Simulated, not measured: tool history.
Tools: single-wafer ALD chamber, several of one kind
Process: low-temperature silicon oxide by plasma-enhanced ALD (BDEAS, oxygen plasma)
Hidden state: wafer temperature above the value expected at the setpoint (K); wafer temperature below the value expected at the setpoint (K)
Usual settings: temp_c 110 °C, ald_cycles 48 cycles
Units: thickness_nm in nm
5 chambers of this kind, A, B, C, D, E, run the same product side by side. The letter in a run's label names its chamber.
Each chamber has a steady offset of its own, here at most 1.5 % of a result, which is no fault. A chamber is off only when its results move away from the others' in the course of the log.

run,day,temp_c,ald_cycles,hours since the last thermocouple change,"read-back reference wafer on the same gauge, thickness_nm",thickness_nm
1D,0.250,110,48,1100.3,6.7997,6.6860
2C,0.500,110,48,243.6,6.7967,6.7858
3A,0.796,110,48,553.4,6.7963,6.8126
4B,1.146,110,48,479.2,6.7991,6.7629
5E,1.529,110,48,1677.4,6.7934,6.7328
6D,1.767,122,48,1136.7,6.7925,6.5450
7B,1.967,122,48,498.9,6.7951,6.6096
8A,2.338,122,48,590.4,6.7898,6.6715
9E,2.567,122,48,1702.3,6.7906,6.6138
10C,2.921,122,48,301.7,6.7869,6.6350
11C,3.117,110,48,306.4,6.7827,6.7597
12B,3.488,97,48,535.4,6.7859,6.9230
13E,3.788,97,48,1731.6,6.7852,6.9390
14A,4.104,97,48,632.8,6.7807,7.0206
15D,4.371,97,48,1199.2,6.7828,6.8639
16C,4.767,97,48,346.0,6.7799,6.9505
17E,4.942,110,40,1759.3,6.7781,5.6094
18D,5.304,110,40,1221.6,6.7782,5.5454
19B,5.650,110,40,587.3,6.7783,5.6162
20A,5.904,110,40,676.0,6.7752,5.6773
21D,6.208,110,40,1243.3,6.7729,5.5520
22B,6.504,110,48,607.8,6.7743,6.7309
23E,6.867,110,48,1805.5,6.7727,6.7293
24A,7.258,110,48,708.5,6.7725,6.7988
25C,7.667,104,48,415.6,6.7682,6.8168
26B,7.850,104,48,640.1,6.7700,6.8257
27C,8.175,104,48,427.8,6.7668,6.8323
28D,8.417,104,48,1296.3,6.7669,6.7419
29A,8.612,104,48,741.0,6.7648,6.8853
30E,9.021,110,48,1857.2,6.7619,6.7194
31C,9.367,110,48,456.4,6.7638,6.7683
32B,9.738,110,48,685.4,6.7580,6.7392
33A,10.029,110,48,775.0,6.7588,6.7942
34D,10.246,110,48,1340.2,6.7565,6.6665
35E,10.425,110,48,1890.9,6.7562,6.7147
# day 10.546: chamber D: thermocouple changed; heater temperature recalibrated
36D,10.683,120,48,3.3,6.7554,6.5434
37A,10.983,120,48,797.9,6.7570,6.6591

All 5 chambers run these settings next. Forecast each chamber's results:
38A,11.275,96,48,,,?
38B,11.275,96,48,,,?
38C,11.275,96,48,,,?
38D,11.275,96,48,,,?
38E,11.275,96,48,,,?

run,thickness_nm
38A,7.0042
38B,6.9447
38C,6.9840
38D,6.8852
38E,6.9285
